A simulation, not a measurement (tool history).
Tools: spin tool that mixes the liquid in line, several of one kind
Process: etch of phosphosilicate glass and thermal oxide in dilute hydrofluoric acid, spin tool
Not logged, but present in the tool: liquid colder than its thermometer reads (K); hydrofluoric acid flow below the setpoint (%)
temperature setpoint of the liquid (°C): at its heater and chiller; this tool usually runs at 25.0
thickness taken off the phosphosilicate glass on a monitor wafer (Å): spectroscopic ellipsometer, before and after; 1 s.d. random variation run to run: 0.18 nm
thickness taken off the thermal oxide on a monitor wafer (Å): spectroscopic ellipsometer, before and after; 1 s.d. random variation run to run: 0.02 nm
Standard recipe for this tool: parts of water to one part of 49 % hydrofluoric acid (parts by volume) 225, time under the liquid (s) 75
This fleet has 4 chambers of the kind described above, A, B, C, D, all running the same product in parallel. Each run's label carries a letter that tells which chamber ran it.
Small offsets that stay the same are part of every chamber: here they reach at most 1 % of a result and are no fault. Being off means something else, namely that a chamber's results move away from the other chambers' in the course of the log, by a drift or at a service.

run   hour  temperature setpoint of the liquid (°C)  parts of water to one part of 49 % hydrofluoric acid (parts by volume)  time under the liquid (s)  hours since the thermometer was replaced  hours since the hydrofluoric acid flow meter was replaced  read-back film thickness of the phosphosilicate glass reference wafer, read on the same gauge (nm)  read-back film thickness of the thermal oxide reference wafer, read on the same gauge (nm)  thickness taken off the phosphosilicate glass on a monitor wafer (Å)  thickness taken off the thermal oxide on a monitor wafer (Å)
 1D    2.9                                     25.0                                                                     225                         75                                     685.2                                                      282.9                                                                                              150.00                                                                                      150.01                                                                182.19                                                       14.3220
 2C    9.1                                     25.0                                                                     225                         75                                     477.0                                                     1462.4                                                                                              150.00                                                                                      149.98                                                                180.40                                                       14.0590
 3B   14.6                                     25.0                                                                     225                         75                                     148.8                                                      457.5                                                                                              150.02                                                                                      150.01                                                                181.40                                                       13.9780
 4A   18.1                                     25.0                                                                     225                         75                                     885.8                                                     1187.9                                                                                              150.00                                                                                      150.01                                                                180.50                                                       14.2500
 5D   21.0                                     25.0                                                                     225                         75                                     703.3                                                      301.0                                                                                              149.96                                                                                      150.01                                                                184.53                                                       14.6430
 6A   25.3                                     25.0                                                                     225                         75                                     893.0                                                     1195.1                                                                                              150.04                                                                                      150.01                                                                183.06                                                       14.3170
 7C   28.1                                     25.0                                                                     225                         75                                     496.0                                                     1481.4                                                                                              150.05                                                                                      150.00                                                                178.62                                                       14.6700
 8B   30.8                                     25.0                                                                     225                         75                                     165.0                                                      473.7                                                                                              150.01                                                                                      149.98                                                                179.63                                                       14.2750
 9B   34.9                                     25.0                                                                     225                         75                                     169.1                                                      477.8                                                                                              150.00                                                                                      150.00                                                                178.36                                                       14.5510
10C   39.2                                     25.0                                                                     225                         75                                     507.1                                                     1492.5                                                                                              150.04                                                                                      150.00                                                                181.12                                                       14.2500
11D   42.3                                     25.0                                                                     225                         75                                     724.6                                                      322.3                                                                                              149.99                                                                                      150.00                                                                180.70                                                       14.4190
12A   47.4                                     25.0                                                                     225                         75                                     915.1                                                     1217.2                                                                                              149.99                                                                                      149.99                                                                183.39                                                       14.2650
13D   53.6                                     25.0                                                                     225                         75                                     735.9                                                      333.6                                                                                              150.06                                                                                      150.00                                                                180.79                                                       14.0040
14A   57.0                                     29.5                                                                     225                         50                                     924.7                                                     1226.8                                                                                              150.03                                                                                      150.00                                                                141.71                                                       11.2950
15C   61.1                                     29.5                                                                     225                         50                                     529.0                                                     1514.4                                                                                              149.97                                                                                      150.00                                                                141.82                                                       11.1460
16B   65.1                                     29.5                                                                     225                         50                                     199.3                                                      508.0                                                                                              149.97                                                                                      149.98                                                                140.74                                                       10.9840
17C   71.1                                     29.5                                                                     225                         50                                     539.0                                                     1524.4                                                                                              149.98                                                                                      149.98                                                                140.53                                                       11.3130
18A   74.0                                     25.0                                                                     225                         75                                     941.7                                                     1243.8                                                                                              149.98                                                                                      149.99                                                                177.08                                                       14.8060
19B   79.9                                     25.0                                                                     225                         75                                     214.1                                                      522.8                                                                                              150.03                                                                                      149.98                                                                175.30                                                       14.0060
20D   83.6                                     25.0                                                                     225                         75                                     765.9                                                      363.6                                                                                              150.07                                                                                      149.99                                                                184.97                                                       14.3440
21B   88.2                                     25.0                                                                     225                         75                                     222.4                                                      531.1                                                                                              150.04                                                                                      150.01                                                                174.77                                                       14.2590
      88.3  -- chamber C: thermometer replaced
22C   91.2                                     25.0                                                                     225                         75                                       2.9                                                     1544.5                                                                                              149.96                                                                                      150.02                                                                178.64                                                       14.6880
23A   93.9                                     25.0                                                                     225                         75                                     961.6                                                     1263.7                                                                                              149.98                                                                                      150.00                                                                179.00                                                       13.9810
24D   97.9                                     22.5                                                                     225                         75                                     780.2                                                      377.9                                                                                              149.99                                                                                      150.01                                                                166.07                                                       12.7520
25A  103.3                                     22.5                                                                     225                         75                                     971.0                                                     1273.1                                                                                              150.00                                                                                      150.00                                                                163.58                                                       13.0620
26B  108.5                                     22.5                                                                     225                         75                                     242.7                                                      551.4                                                                                              149.99                                                                                      149.99                                                                156.47                                                       12.5790
27C  114.6                                     22.5                                                                     225                         75                                      26.3                                                     1567.9                                                                                              149.94                                                                                      150.01                                                                165.17                                                       12.7740
28D  117.4                                     29.0                                                                     225                         45                                     799.7                                                      397.4                                                                                              150.00                                                                                      150.01                                                                123.91                                                        9.9550
29C  121.2                                     29.0                                                                     225                         45                                      32.9                                                     1574.5                                                                                              150.00                                                                                      150.00                                                                123.92                                                        9.9467
30A  123.9                                     29.0                                                                     225                         45                                     991.6                                                     1293.7                                                                                              149.98                                                                                      149.98                                                                122.79                                                        9.9707
31D  128.8                                     29.0                                                                     225                         45                                     811.1                                                      408.8                                                                                              150.00                                                                                      149.98                                                                126.77                                                       10.0790
32B  132.4                                     25.0                                                                     225                         75                                     266.6                                                      575.3                                                                                              149.98                                                                                      150.00                                                                166.72                                                       13.4600
33A  135.4                                     25.0                                                                     225                         75                                    1003.1                                                     1305.2                                                                                              150.02                                                                                      150.00                                                                178.63                                                       14.4670
34C  138.5                                     25.0                                                                     225                         75                                      50.2                                                     1591.8                                                                                              149.99                                                                                      150.00                                                                181.28                                                       14.3700
35B  142.0                                     25.0                                                                     225                         75                                     276.2                                                      584.9                                                                                              150.01                                                                                      150.01                                                                165.72                                                       13.2620
36D  147.5                                     25.0                                                                     225                         75                                     829.8                                                      427.5                                                                                              149.97                                                                                      150.01                                                                182.13                                                       14.5900
37D  153.7                                     25.0                                                                     225                         75                                     836.0                                                      433.7                                                                                              150.00                                                                                      149.99                                                                184.44                                                       14.0590
38C  156.7                                     25.0                                                                     225                         75                                      68.4                                                     1610.0                                                                                              150.02                                                                                      149.99                                                                177.59                                                       14.6610
39A  161.5                                     25.0                                                                     225                         75                                    1029.2                                                     1331.3                                                                                              149.98                                                                                      150.00                                                                181.99                                                       13.8880
40B  165.6                                     25.0                                                                     225                         75                                     299.8                                                      608.5                                                                                              149.99                                                                                      150.02                                                                156.10                                                       12.5930

Is one chamber out of step, is the gauge drifting, or do the chambers differ by no more than their own small offsets? For an off chamber, give its letter and the likeliest cause.

One chamber, B, drifts off from the rest bit by bit.
Likeliest cause: hydrofluoric acid flow below the setpoint (%) = 9.91.

Here are 4 candidates for chamber B's next run, each the usual settings with a change, their results left as question marks. Which one brings its results back in line with what the others give on the usual settings?
In line here means within this much of the mean the other chambers give on the usual settings: thickness taken off the phosphosilicate glass on a monitor wafer (Å) 6.20; thickness taken off the thermal oxide on a monitor wafer (Å) 0.7100
41B-1  170.0                                     25.0                                                                     240                         70                                                                                                                                                                                                                                                                                                                                                                          ?                                                             ?
41B-2  170.0                                     25.5                                                                     205                         85                                                                                                                                                                                                                                                                                                                                                                          ?                                                             ?
41B-3  170.0                                     25.0                                                                     210                         80                                                                                                                                                                                                                                                                                                                                                                          ?                                                             ?
41B-4  170.0                                     25.0                                                                     245                         65                                                                                                                                                                                                                                                                                                                                                                          ?                                                             ?

Usual-settings mean across the other chambers: thickness taken off the phosphosilicate glass on a monitor wafer (Å) 180.97; thickness taken off the thermal oxide on a monitor wafer (Å) 14.3400
  run  thickness taken off the phosphosilicate glass on a monitor wafer (Å)  thickness taken off the thermal oxide on a monitor wafer (Å)
41B-1                                                                135.22                                                       10.8930
41B-2                                                                204.07                                                       16.4400
41B-3                                                                183.10                                                       14.7510
41B-4                                                                122.27                                                        9.8505
The right change is 41B-3: it brings the chamber back within the allowed miss of the others.
